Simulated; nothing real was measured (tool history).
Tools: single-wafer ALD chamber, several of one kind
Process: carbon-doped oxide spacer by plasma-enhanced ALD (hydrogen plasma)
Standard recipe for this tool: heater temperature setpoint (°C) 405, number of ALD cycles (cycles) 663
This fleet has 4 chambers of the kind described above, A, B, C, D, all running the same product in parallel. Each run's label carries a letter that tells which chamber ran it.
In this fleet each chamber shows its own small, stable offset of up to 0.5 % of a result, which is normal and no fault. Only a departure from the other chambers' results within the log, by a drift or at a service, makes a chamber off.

| run | hour | heater temperature setpoint (°C) | number of ALD cycles (cycles) | hours since the last thermocouple change | read-back reference wafer on the same gauge, thickness_nm | mean film thickness on the monitor wafer (nm) |
|---|---|---|---|---|---|---|
| 1C | 5.7 | 405 | 663 | 843.6 | 29.289 | 32.825 |
| 2D | 11.1 | 405 | 663 | 453.1 | 29.296 | 32.548 |
| 3A | 16.7 | 405 | 663 | 1970.8 | 29.31 | 32.611 |
| 4B | 22.1 | 405 | 663 | 176.8 | 29.309 | 32.634 |
| 5D | 25.4 | 405 | 663 | 467.4 | 29.305 | 32.627 |
| 6A | 31 | 405 | 663 | 1985.1 | 29.3 | 32.49 |
| 7C | 36.8 | 405 | 663 | 874.7 | 29.314 | 32.821 |
| 8B | 42.9 | 405 | 663 | 197.6 | 29.31 | 32.672 |
| 9B | 48.4 | 412 | 572 | 203.1 | 29.298 | 27.616 |
| 10A | 52.6 | 412 | 572 | 2006.7 | 29.305 | 27.586 |
| 11D | 55.6 | 412 | 572 | 497.6 | 29.288 | 27.452 |
| 12C | 59.1 | 412 | 572 | 897 | 29.296 | 27.726 |
|  | 63.7 | chamber A: thermocouple changed; heater temperature recalibrated |
| 13C | 65.1 | 405 | 663 | 903 | 29.303 | 32.785 |
| 14B | 71 | 405 | 663 | 225.7 | 29.275 | 32.562 |
| 15D | 77.3 | 405 | 663 | 519.3 | 29.291 | 32.563 |
| 16A | 83.4 | 405 | 663 | 19.8 | 29.289 | 31.871 |
| 17A | 89.7 | 396 | 547 | 26.1 | 29.307 | 27.25 |
| 18B | 93.9 | 396 | 547 | 248.6 | 29.293 | 27.392 |
| 19D | 97.4 | 396 | 547 | 539.4 | 29.3 | 27.246 |
| 20C | 100.5 | 396 | 547 | 938.4 | 29.312 | 27.394 |
| 21A | 105.8 | 405 | 663 | 42.2 | 29.306 | 32.01 |
| 22C | 111.7 | 405 | 663 | 949.6 | 29.297 | 32.72 |
| 23D | 117.3 | 405 | 663 | 559.3 | 29.295 | 32.608 |
| 24B | 121 | 405 | 663 | 275.7 | 29.292 | 32.736 |
| 25A | 126.7 | 400 | 719 | 63.1 | 29.292 | 35.334 |
| 26C | 131.2 | 400 | 719 | 969.1 | 29.288 | 36.126 |
| 27B | 136.8 | 400 | 719 | 291.5 | 29.289 | 35.995 |
| 28D | 141.1 | 400 | 719 | 583.1 | 29.301 | 35.925 |
| 29D | 144.7 | 400 | 663 | 586.7 | 29.282 | 33.151 |
| 30A | 149.4 | 400 | 663 | 85.8 | 29.28 | 32.493 |
| 31B | 153.8 | 400 | 663 | 308.5 | 29.297 | 33.206 |
| 32C | 159.3 | 400 | 663 | 997.2 | 29.3 | 33.428 |
| 33A | 162.6 | 405 | 775 | 99 | 29.285 | 37.307 |
| 34B | 168.5 | 405 | 775 | 323.2 | 29.31 | 38.336 |
| 35C | 172.9 | 405 | 775 | 1010.8 | 29.291 | 38.303 |
| 36D | 176.7 | 405 | 775 | 618.7 | 29.315 | 38.09 |
| 37D | 181.7 | 405 | 663 | 623.7 | 29.294 | 32.459 |
| 38B | 185.8 | 399 | 748 | 340.5 | 29.309 | 37.619 |

Is one chamber off against the others, does the gauge drift, or is nothing wrong? If a chamber is off, say which, and what the likeliest cause is.

Chamber A has stood off from the others ever since a service on it.
Most likely cause: wafer temperature above the value expected at the setpoint (K) = 5.39.

Here are 4 candidates for chamber A's next run, each the usual settings with a change, their results left as question marks. Which one brings its results back in line with what the others give on the usual settings?
Maximum distance from the other chambers' mean on the usual settings for a result to count as in line: mean film thickness on the monitor wafer (nm) 0.26
| 39A-1 | 190.3 | 407 | 663 |  |  | ? |
| 39A-2 | 190.3 | 405 | 676 |  |  | ? |
| 39A-3 | 190.3 | 411 | 663 |  |  | ? |
| 39A-4 | 190.3 | 403 | 663 |  |  | ? |

The other chambers' mean on the usual settings: mean film thickness on the monitor wafer (nm) 32.662
| run | mean film thickness on the monitor wafer (nm) |
|---|---|
| 39A-1 | 31.83 |
| 39A-2 | 32.657 |
| 39A-3 | 31.431 |
| 39A-4 | 32.229 |
The right change is 39A-2: it brings the chamber back within the allowed miss of the others.

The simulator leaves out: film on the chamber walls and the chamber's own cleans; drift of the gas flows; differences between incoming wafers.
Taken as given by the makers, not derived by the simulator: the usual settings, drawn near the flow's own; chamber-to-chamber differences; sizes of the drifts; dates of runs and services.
